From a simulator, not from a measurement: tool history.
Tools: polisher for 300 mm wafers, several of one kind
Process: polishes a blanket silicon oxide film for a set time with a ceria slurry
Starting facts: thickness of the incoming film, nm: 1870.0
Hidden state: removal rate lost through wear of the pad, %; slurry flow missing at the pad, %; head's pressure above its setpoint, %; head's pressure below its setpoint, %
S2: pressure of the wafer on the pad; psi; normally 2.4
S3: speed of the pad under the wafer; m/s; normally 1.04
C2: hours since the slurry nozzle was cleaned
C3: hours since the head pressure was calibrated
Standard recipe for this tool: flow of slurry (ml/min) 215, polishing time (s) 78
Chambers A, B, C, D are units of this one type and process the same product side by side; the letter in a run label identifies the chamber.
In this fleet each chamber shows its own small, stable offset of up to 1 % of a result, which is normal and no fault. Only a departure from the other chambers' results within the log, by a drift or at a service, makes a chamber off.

At hour 8.7: chamber D: worn pad replaced by a new one.
Run 1B, hour 8.7: usual settings; wafers polished on this pad 706; C2 296.1; C3 705.5. Result: film removed (Å) 3163.4.
Run 2A, hour 16.9: usual settings; wafers polished on this pad 283; C2 302.2; C3 1098.4. Result: film removed (Å) 3211.5.
Run 3C, hour 25.6: usual settings; wafers polished on this pad 573; C2 54.5; C3 347.5. Result: film removed (Å) 3150.0.
Run 4D, hour 33.5: usual settings; wafers polished on this pad 157; C2 511.0; C3 310.3. Result: film removed (Å) 3152.2.
At hour 44.5: chamber D: head pressure recalibrated.
Run 5A, hour 45.3: usual settings; wafers polished on this pad 463; C2 330.6; C3 1126.8. Result: film removed (Å) 3158.4.
Run 6D, hour 56.9: usual settings; wafers polished on this pad 304; C2 534.4; C3 12.5. Result: film removed (Å) 3166.9.
At hour 64.9: chamber B: worn pad replaced by a new one.
At hour 67.3: chamber C: worn pad replaced by a new one.
Run 7C, hour 68.1: usual settings; wafers polished on this pad 5; C2 97.0; C3 390.0. Result: film removed (Å) 3147.3.
At hour 68.4: chamber A: head pressure recalibrated.
Run 8B, hour 75.4: usual settings; wafers polished on this pad 66; C2 362.8; C3 772.2. Result: film removed (Å) 3143.1.
Run 9D, hour 87.6: usual settings; wafers polished on this pad 498; C2 565.1; C3 43.2. Result: film removed (Å) 3116.6.
At hour 87.7: chamber A: worn pad replaced by a new one.
Run 10C, hour 98.5: usual settings; wafers polished on this pad 197; C2 127.4; C3 420.4. Result: film removed (Å) 3121.8.
At hour 99.1: chamber B: head pressure recalibrated.
Run 11B, hour 105.5: usual settings; wafers polished on this pad 256; C2 392.9; C3 6.5. Result: film removed (Å) 3165.0.
Run 12A, hour 112.0: usual settings; wafers polished on this pad 153; C2 397.3; C3 43.7. Result: film removed (Å) 3226.3.
Run 13B, hour 124.7: usual settings; wafers polished on this pad 377; C2 412.1; C3 25.7. Result: film removed (Å) 3190.3.
Run 14A, hour 134.0: usual settings; wafers polished on this pad 292; C2 419.3; C3 65.7. Result: film removed (Å) 3196.8.
At hour 137.8: chamber A: slurry nozzle cleaned.
Run 15C, hour 145.3: usual settings; wafers polished on this pad 492; C2 174.2; C3 467.2. Result: film removed (Å) 3049.5.
Run 16D, hour 156.3: usual settings; wafers polished on this pad 932; C2 633.8; C3 111.9. Result: film removed (Å) 3129.3.
Run 17A, hour 162.5: usual settings; wafers polished on this pad 472; C2 24.8; C3 94.2. Result: film removed (Å) 3165.7.
At hour 162.8: chamber B: slurry nozzle cleaned.
Run 18D, hour 168.4: usual settings; wafers polished on this pad 1009; C2 645.9; C3 124.0. Result: film removed (Å) 3129.1.
Run 19C, hour 178.5: usual settings; wafers polished on this pad 702; C2 207.4; C3 500.4. Result: film removed (Å) 3117.2.
Run 20B, hour 189.4: usual settings; wafers polished on this pad 786; C2 26.7; C3 90.4. Result: film removed (Å) 3185.5.
At hour 193.3: chamber D: worn pad replaced by a new one.
Run 21C, hour 195.2: usual settings; wafers polished on this pad 808; C2 224.1; C3 517.1. Result: film removed (Å) 3010.6.
Run 22D, hour 203.0: usual settings; wafers polished on this pad 61; C2 680.5; C3 158.6. Result: film removed (Å) 3105.3.
At hour 205.3: chamber C: worn pad replaced by a new one.
Run 23B, hour 211.0: usual settings; wafers polished on this pad 922; C2 48.3; C3 112.0. Result: film removed (Å) 3182.3.
At hour 214.1: chamber A: worn pad replaced by a new one.
At hour 216.0: chamber D: slurry nozzle cleaned.
Run 24A, hour 217.2: usual settings; wafers polished on this pad 20; C2 79.5; C3 148.9. Result: film removed (Å) 3181.5.
Run 25A, hour 225.3: usual settings; wafers polished on this pad 71; C2 87.6; C3 157.0. Result: film removed (Å) 3212.6.
Run 26C, hour 237.1: usual settings; wafers polished on this pad 201; C2 266.0; C3 559.0. Result: film removed (Å) 2984.7.
Run 27B, hour 247.1: usual settings; wafers polished on this pad 1150; C2 84.4; C3 148.1. Result: film removed (Å) 3142.8.
At hour 251.8: chamber B: worn pad replaced by a new one.
Run 28D, hour 260.0: usual settings; wafers polished on this pad 421; C2 44.0; C3 215.6. Result: film removed (Å) 3169.5.
Run 29C, hour 269.8: usual settings; wafers polished on this pad 407; C2 298.7; C3 591.7. Result: film removed (Å) 2931.0.
Run 30A, hour 275.8: usual settings; wafers polished on this pad 390; C2 138.1; C3 207.5. Result: film removed (Å) 3182.8.
Run 31D, hour 287.9: usual settings; wafers polished on this pad 597; C2 71.9; C3 243.5. Result: film removed (Å) 3159.8.
Run 32B, hour 297.2: usual settings; wafers polished on this pad 287; C2 134.5; C3 198.2. Result: film removed (Å) 3100.7.
Run 33A, hour 304.8: usual settings; wafers polished on this pad 573; C2 167.1; C3 236.5. Result: film removed (Å) 3214.0.
Run 34B, hour 316.9: usual settings but flow of slurry (ml/min) 180, polishing time (s) 70; wafers polished on this pad 411; C2 154.2; C3 217.9. Result: film removed (Å) 2806.6.
Run 35C, hour 329.5: usual settings but flow of slurry (ml/min) 180, polishing time (s) 70; wafers polished on this pad 784; C2 358.4; C3 651.4. Result: film removed (Å) 2494.7.
Run 36D, hour 342.1: usual settings but flow of slurry (ml/min) 180, polishing time (s) 70; wafers polished on this pad 940; C2 126.1; C3 297.7. Result: film removed (Å) 2701.9.
At hour 344.4: chamber C: worn pad replaced by a new one.
Run 37D, hour 352.0: usual settings but flow of slurry (ml/min) 180, polishing time (s) 70; wafers polished on this pad 1002; C2 136.0; C3 307.6. Result: film removed (Å) 2815.7.
Run 38C, hour 364.6: usual settings; wafers polished on this pad 128; C2 393.5; C3 686.5. Result: film removed (Å) 2793.4.

For the next run the whole fleet of 4 chambers uses the same settings. Give each chamber's results:
Run 39A, hour 374.3: usual settings but S2 3.0 psi. Result: film removed (Å) ?.
Run 39B, hour 374.3: usual settings but S2 3.0 psi. Result: film removed (Å) ?.
Run 39C, hour 374.3: usual settings but S2 3.0 psi. Result: film removed (Å) ?.
Run 39D, hour 374.3: usual settings but S2 3.0 psi. Result: film removed (Å) ?.

run  film removed (Å)
39A            3985.3
39B            3952.9
39C            3451.6
39D            3898.3

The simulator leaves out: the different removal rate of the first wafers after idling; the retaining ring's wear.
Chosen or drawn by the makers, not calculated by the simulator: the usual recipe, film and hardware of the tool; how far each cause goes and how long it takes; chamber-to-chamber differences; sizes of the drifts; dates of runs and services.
